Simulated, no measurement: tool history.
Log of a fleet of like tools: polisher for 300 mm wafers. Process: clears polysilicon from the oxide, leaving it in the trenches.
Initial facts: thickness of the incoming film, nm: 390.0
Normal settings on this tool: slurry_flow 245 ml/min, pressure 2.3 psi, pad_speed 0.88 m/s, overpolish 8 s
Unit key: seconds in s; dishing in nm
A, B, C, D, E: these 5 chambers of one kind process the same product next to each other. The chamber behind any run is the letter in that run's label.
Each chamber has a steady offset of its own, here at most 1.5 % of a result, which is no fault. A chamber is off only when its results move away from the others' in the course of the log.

{"hour": 4.3, "done": "chamber E: worn pad replaced by a new one"}
{"run": "1C", "hour": 4.7, "slurry_flow": 245, "pressure": 2.3, "pad_speed": 0.88, "overpolish": 8, "seconds": 40.223, "dishing": 46.284}
{"run": "2E", "hour": 8.1, "slurry_flow": 245, "pressure": 2.3, "pad_speed": 0.88, "overpolish": 8, "seconds": 40.733, "dishing": 44.554}
{"run": "3B", "hour": 13.9, "slurry_flow": 245, "pressure": 2.3, "pad_speed": 0.88, "overpolish": 8, "seconds": 40.674, "dishing": 44.574}
{"run": "4D", "hour": 18.4, "slurry_flow": 245, "pressure": 2.3, "pad_speed": 0.88, "overpolish": 8, "seconds": 41.354, "dishing": 44.617}
{"run": "5A", "hour": 22.0, "slurry_flow": 245, "pressure": 2.3, "pad_speed": 0.88, "overpolish": 8, "seconds": 40.683, "dishing": 43.85}
{"run": "6C", "hour": 26.1, "slurry_flow": 245, "pressure": 2.3, "pad_speed": 0.88, "overpolish": 8, "seconds": 41.322, "dishing": 45.248}
{"run": "7E", "hour": 32.0, "slurry_flow": 245, "pressure": 2.3, "pad_speed": 0.88, "overpolish": 8, "seconds": 41.198, "dishing": 44.864}
{"run": "8D", "hour": 39.6, "slurry_flow": 245, "pressure": 2.3, "pad_speed": 0.88, "overpolish": 8, "seconds": 41.059, "dishing": 44.011}
{"hour": 45.1, "done": "chamber B: worn pad replaced by a new one"}
{"run": "9B", "hour": 45.4, "slurry_flow": 245, "pressure": 2.3, "pad_speed": 0.88, "overpolish": 8, "seconds": 40.909, "dishing": 44.349}
{"run": "10A", "hour": 52.3, "slurry_flow": 245, "pressure": 2.3, "pad_speed": 0.88, "overpolish": 8, "seconds": 41.004, "dishing": 43.886}
{"run": "11E", "hour": 56.1, "slurry_flow": 245, "pressure": 2.3, "pad_speed": 0.88, "overpolish": 8, "seconds": 40.591, "dishing": 45.108}
{"hour": 58.8, "done": "chamber A: head pressure recalibrated"}
{"run": "12D", "hour": 63.1, "slurry_flow": 245, "pressure": 2.3, "pad_speed": 0.88, "overpolish": 8, "seconds": 40.77, "dishing": 45.883}
{"run": "13C", "hour": 68.4, "slurry_flow": 245, "pressure": 2.3, "pad_speed": 0.88, "overpolish": 8, "seconds": 41.313, "dishing": 44.046}
{"hour": 70.1, "done": "chamber A: slurry nozzle cleaned"}
{"run": "14B", "hour": 72.6, "slurry_flow": 245, "pressure": 2.3, "pad_speed": 0.88, "overpolish": 8, "seconds": 40.382, "dishing": 45.532}
{"run": "15A", "hour": 78.7, "slurry_flow": 245, "pressure": 2.3, "pad_speed": 0.88, "overpolish": 8, "seconds": 37.512, "dishing": 48.133}
{"hour": 84.2, "done": "chamber C: worn pad replaced by a new one"}
{"run": "16D", "hour": 84.3, "slurry_flow": 245, "pressure": 2.3, "pad_speed": 0.88, "overpolish": 8, "seconds": 40.715, "dishing": 44.846}
{"run": "17E", "hour": 88.4, "slurry_flow": 245, "pressure": 2.3, "pad_speed": 0.88, "overpolish": 8, "seconds": 40.265, "dishing": 43.33}
{"run": "18C", "hour": 94.5, "slurry_flow": 245, "pressure": 2.3, "pad_speed": 0.88, "overpolish": 8, "seconds": 39.768, "dishing": 44.372}
{"run": "19B", "hour": 102.2, "slurry_flow": 245, "pressure": 2.3, "pad_speed": 0.88, "overpolish": 8, "seconds": 40.967, "dishing": 44.502}
{"run": "20A", "hour": 106.5, "slurry_flow": 245, "pressure": 2.3, "pad_speed": 0.88, "overpolish": 8, "seconds": 36.993, "dishing": 48.068}
{"run": "21C", "hour": 110.4, "slurry_flow": 245, "pressure": 2.3, "pad_speed": 0.88, "overpolish": 8, "seconds": 40.861, "dishing": 44.869}
{"run": "22E", "hour": 117.2, "slurry_flow": 245, "pressure": 2.3, "pad_speed": 0.88, "overpolish": 8, "seconds": 41.019, "dishing": 45.388}
{"hour": 119.8, "done": "chamber D: head pressure recalibrated"}
{"run": "23B", "hour": 122.6, "slurry_flow": 245, "pressure": 2.3, "pad_speed": 0.88, "overpolish": 8, "seconds": 40.445, "dishing": 46.182}
{"run": "24A", "hour": 129.9, "slurry_flow": 245, "pressure": 2.3, "pad_speed": 0.88, "overpolish": 4, "seconds": 36.557, "dishing": 31.374}
{"run": "25D", "hour": 137.3, "slurry_flow": 245, "pressure": 2.3, "pad_speed": 0.88, "overpolish": 4, "seconds": 40.592, "dishing": 28.389}
{"run": "26D", "hour": 143.2, "slurry_flow": 245, "pressure": 2.3, "pad_speed": 0.88, "overpolish": 4, "seconds": 40.717, "dishing": 29.022}
{"hour": 143.9, "done": "chamber E: slurry nozzle cleaned"}
{"hour": 148.5, "done": "chamber B: worn pad replaced by a new one"}
{"run": "27A", "hour": 148.9, "slurry_flow": 245, "pressure": 2.3, "pad_speed": 0.88, "overpolish": 4, "seconds": 36.889, "dishing": 30.363}
{"hour": 150.0, "done": "chamber E: worn pad replaced by a new one"}
{"hour": 151.8, "done": "chamber A: worn pad replaced by a new one"}
{"run": "28B", "hour": 154.4, "slurry_flow": 245, "pressure": 2.3, "pad_speed": 0.88, "overpolish": 4, "seconds": 40.873, "dishing": 28.123}
{"run": "29E", "hour": 160.5, "slurry_flow": 245, "pressure": 2.3, "pad_speed": 0.88, "overpolish": 8, "seconds": 40.578, "dishing": 43.524}
{"run": "30C", "hour": 166.0, "slurry_flow": 245, "pressure": 2.3, "pad_speed": 0.88, "overpolish": 8, "seconds": 40.799, "dishing": 44.52}
{"run": "31A", "hour": 171.2, "slurry_flow": 245, "pressure": 2.3, "pad_speed": 0.88, "overpolish": 8, "seconds": 37.524, "dishing": 46.355}

Next, all 5 chambers run the settings below, one line each with question marks for the results. What does each chamber give?
{"run": "32A", "hour": 176.7, "slurry_flow": 245, "pressure": 2.3, "pad_speed": 1.08, "overpolish": 8, "seconds": "?", "dishing": "?"}
{"run": "32B", "hour": 176.7, "slurry_flow": 245, "pressure": 2.3, "pad_speed": 1.08, "overpolish": 8, "seconds": "?", "dishing": "?"}
{"run": "32C", "hour": 176.7, "slurry_flow": 245, "pressure": 2.3, "pad_speed": 1.08, "overpolish": 8, "seconds": "?", "dishing": "?"}
{"run": "32D", "hour": 176.7, "slurry_flow": 245, "pressure": 2.3, "pad_speed": 1.08, "overpolish": 8, "seconds": "?", "dishing": "?"}
{"run": "32E", "hour": 176.7, "slurry_flow": 245, "pressure": 2.3, "pad_speed": 1.08, "overpolish": 8, "seconds": "?", "dishing": "?"}

run=32A seconds=30.249 dishing=51.791
run=32B seconds=33.141 dishing=48.896
run=32C seconds=33.979 dishing=50.44
run=32D seconds=33.02 dishing=49.749
run=32E seconds=32.858 dishing=50.408
